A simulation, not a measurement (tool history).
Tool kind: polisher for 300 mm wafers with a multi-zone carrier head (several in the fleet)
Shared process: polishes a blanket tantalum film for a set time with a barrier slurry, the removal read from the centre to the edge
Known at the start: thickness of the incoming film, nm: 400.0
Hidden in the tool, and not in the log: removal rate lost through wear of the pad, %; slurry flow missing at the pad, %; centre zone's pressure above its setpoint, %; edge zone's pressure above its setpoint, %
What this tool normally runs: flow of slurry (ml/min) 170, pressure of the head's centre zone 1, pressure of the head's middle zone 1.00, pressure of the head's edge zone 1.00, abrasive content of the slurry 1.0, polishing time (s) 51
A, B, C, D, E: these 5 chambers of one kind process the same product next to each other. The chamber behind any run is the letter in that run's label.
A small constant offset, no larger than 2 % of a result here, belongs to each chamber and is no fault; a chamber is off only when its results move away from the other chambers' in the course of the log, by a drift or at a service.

| run | hour | flow of slurry (ml/min) | pressure of the head's centre zone | pressure of the head's middle zone | pressure of the head's edge zone | abrasive content of the slurry | polishing time (s) | wafers polished on this pad | hours since the slurry nozzle was cleaned | hours since the centre zone pressure was calibrated | hours since the edge zone pressure was calibrated | film removed at the wafer's centre (nm) | film removed at mid-radius (nm) | film removed at the wafer's edge (nm) |
|---|---|---|---|---|---|---|---|---|---|---|---|---|---|---|
| 1E | 6.7 | 170 | 1 | 1.00 | 1.00 | 1.0 | 51 | 312 | 159.1 | 1152.6 | 189.1 | 78.166 | 75.264 | 77.269 |
| 2B | 14.0 | 170 | 1 | 1.00 | 1.00 | 1.0 | 51 | 487 | 342.5 | 296.5 | 880.7 | 77.582 | 75.250 | 77.085 |
| 3C | 19.3 | 170 | 1 | 1.00 | 1.00 | 1.0 | 51 | 378 | 405.4 | 587.4 | 339.1 | 76.108 | 78.721 | 77.570 |
| 4D | 24.2 | 170 | 1 | 1.00 | 1.00 | 1.0 | 51 | 563 | 54.3 | 649.9 | 41.1 | 77.010 | 76.947 | 77.189 |
| 5A | 30.0 | 170 | 1 | 1.00 | 1.00 | 1.0 | 51 | 1160 | 55.9 | 151.2 | 289.4 | 79.245 | 78.923 | 76.219 |
| 6E | 34.8 | 170 | 1 | 1.00 | 1.00 | 1.0 | 51 | 784 | 187.2 | 1180.7 | 217.2 | 78.668 | 74.419 | 77.161 |
|  | 35.9 | chamber D: worn pad replaced by a new one |
|  | 39.8 | chamber A: worn pad replaced by a new one |
|  | 40.2 | chamber C: worn pad replaced by a new one |
| 7D | 41.1 | 170 | 1 | 1.07 | 1.00 | 1.0 | 51 | 88 | 71.2 | 666.8 | 58.0 | 75.368 | 82.657 | 76.606 |
| 8B | 44.8 | 170 | 1 | 1.07 | 1.00 | 1.0 | 51 | 1004 | 373.3 | 327.3 | 911.5 | 77.588 | 81.459 | 77.129 |
|  | 47.6 | chamber B: worn pad replaced by a new one |
| 9A | 48.3 | 170 | 1 | 1.07 | 1.00 | 1.0 | 51 | 142 | 74.2 | 169.5 | 307.7 | 78.184 | 82.567 | 76.703 |
|  | 49.4 | chamber A: edge zone pressure recalibrated |
| 10C | 54.6 | 170 | 1 | 1.07 | 1.00 | 1.0 | 51 | 242 | 440.7 | 622.7 | 374.4 | 78.485 | 82.437 | 77.651 |
| 11B | 59.1 | 170 | 1 | 1.07 | 1.00 | 1.0 | 51 | 193 | 387.6 | 341.6 | 925.8 | 77.069 | 80.670 | 77.215 |
| 12E | 63.2 | 170 | 1 | 1.00 | 1.00 | 1.0 | 51 | 1261 | 215.6 | 1209.1 | 245.6 | 77.973 | 78.419 | 77.165 |
| 13A | 67.9 | 170 | 1 | 1.00 | 1.00 | 1.0 | 51 | 471 | 93.8 | 189.1 | 18.6 | 78.157 | 76.197 | 76.172 |
|  | 72.4 | chamber D: worn pad replaced by a new one |
|  | 72.7 | chamber E: worn pad replaced by a new one |
| 14C | 75.2 | 170 | 1 | 1.00 | 1.00 | 1.0 | 51 | 588 | 461.3 | 643.3 | 395.0 | 76.611 | 77.457 | 77.426 |
| 15D | 80.4 | 170 | 1 | 1.00 | 1.00 | 1.0 | 51 | 135 | 110.5 | 706.1 | 97.3 | 76.522 | 78.473 | 77.508 |
|  | 85.5 | chamber C: worn pad replaced by a new one |
| 16C | 87.8 | 170 | 1 | 1.00 | 1.00 | 1.0 | 51 | 39 | 473.9 | 655.9 | 407.6 | 76.883 | 77.985 | 76.952 |
| 17E | 93.9 | 170 | 1 | 1.00 | 1.00 | 1.0 | 51 | 356 | 246.3 | 1239.8 | 276.3 | 78.230 | 79.282 | 77.544 |
| 18D | 101.3 | 170 | 1 | 1.00 | 1.00 | 1.0 | 51 | 486 | 131.4 | 727.0 | 118.2 | 75.952 | 77.733 | 76.884 |
|  | 102.2 | chamber A: worn pad replaced by a new one |
| 19A | 106.7 | 170 | 1 | 1.00 | 1.00 | 1.0 | 51 | 76 | 132.6 | 227.9 | 57.4 | 77.830 | 77.419 | 76.059 |
| 20B | 110.6 | 170 | 1 | 1.00 | 1.00 | 1.0 | 51 | 1058 | 439.1 | 393.1 | 977.3 | 78.150 | 74.707 | 77.656 |
| 21A | 116.6 | 170 | 1 | 1.00 | 1.00 | 1.0 | 51 | 242 | 142.5 | 237.8 | 67.3 | 78.571 | 77.196 | 76.029 |
|  | 117.8 | chamber D: worn pad replaced by a new one |
|  | 120.9 | chamber B: worn pad replaced by a new one |
| 22C | 122.2 | 170 | 1 | 1.00 | 1.00 | 1.0 | 51 | 616 | 508.3 | 690.3 | 442.0 | 78.028 | 79.959 | 76.821 |
| 23E | 126.4 | 170 | 1 | 1.00 | 1.00 | 1.0 | 51 | 901 | 278.8 | 1272.3 | 308.8 | 78.309 | 78.380 | 78.823 |
|  | 127.2 | chamber E: slurry nozzle cleaned |
|  | 130.8 | chamber C: worn pad replaced by a new one |
| 24D | 133.6 | 170 | 1 | 1.00 | 0.94 | 1.3 | 51 | 265 | 163.7 | 759.3 | 150.5 | 79.842 | 84.524 | 80.133 |
| 25B | 137.6 | 170 | 1 | 1.00 | 0.94 | 1.3 | 51 | 280 | 466.1 | 420.1 | 1004.3 | 83.198 | 80.832 | 79.912 |
|  | 143.9 | chamber C: edge zone pressure recalibrated |
| 26E | 144.5 | 170 | 1 | 1.00 | 0.94 | 1.3 | 51 | 1205 | 17.4 | 1290.4 | 326.9 | 84.408 | 83.979 | 80.755 |
| 27C | 147.9 | 170 | 1 | 1.00 | 0.94 | 1.3 | 51 | 287 | 534.0 | 716.0 | 4.0 | 82.334 | 83.659 | 80.063 |
| 28D | 151.5 | 170 | 1 | 1.00 | 0.94 | 1.3 | 51 | 566 | 181.6 | 777.2 | 168.4 | 80.883 | 84.593 | 80.064 |
| 29B | 156.9 | 170 | 1 | 1.00 | 1.00 | 1.0 | 51 | 604 | 485.4 | 439.4 | 1023.6 | 77.351 | 75.981 | 77.624 |
| 30A | 163.6 | 170 | 1 | 1.00 | 1.00 | 1.0 | 51 | 1031 | 189.5 | 284.8 | 114.3 | 78.815 | 77.814 | 76.583 |

Has any chamber moved away from the others, gradually or after a service, or does the common gauge drift, or do the chambers differ only by their own small steady offsets? State the chamber and the most likely cause if one applies.

No chamber stands off beyond its own small offset, and the gauge holds steady.
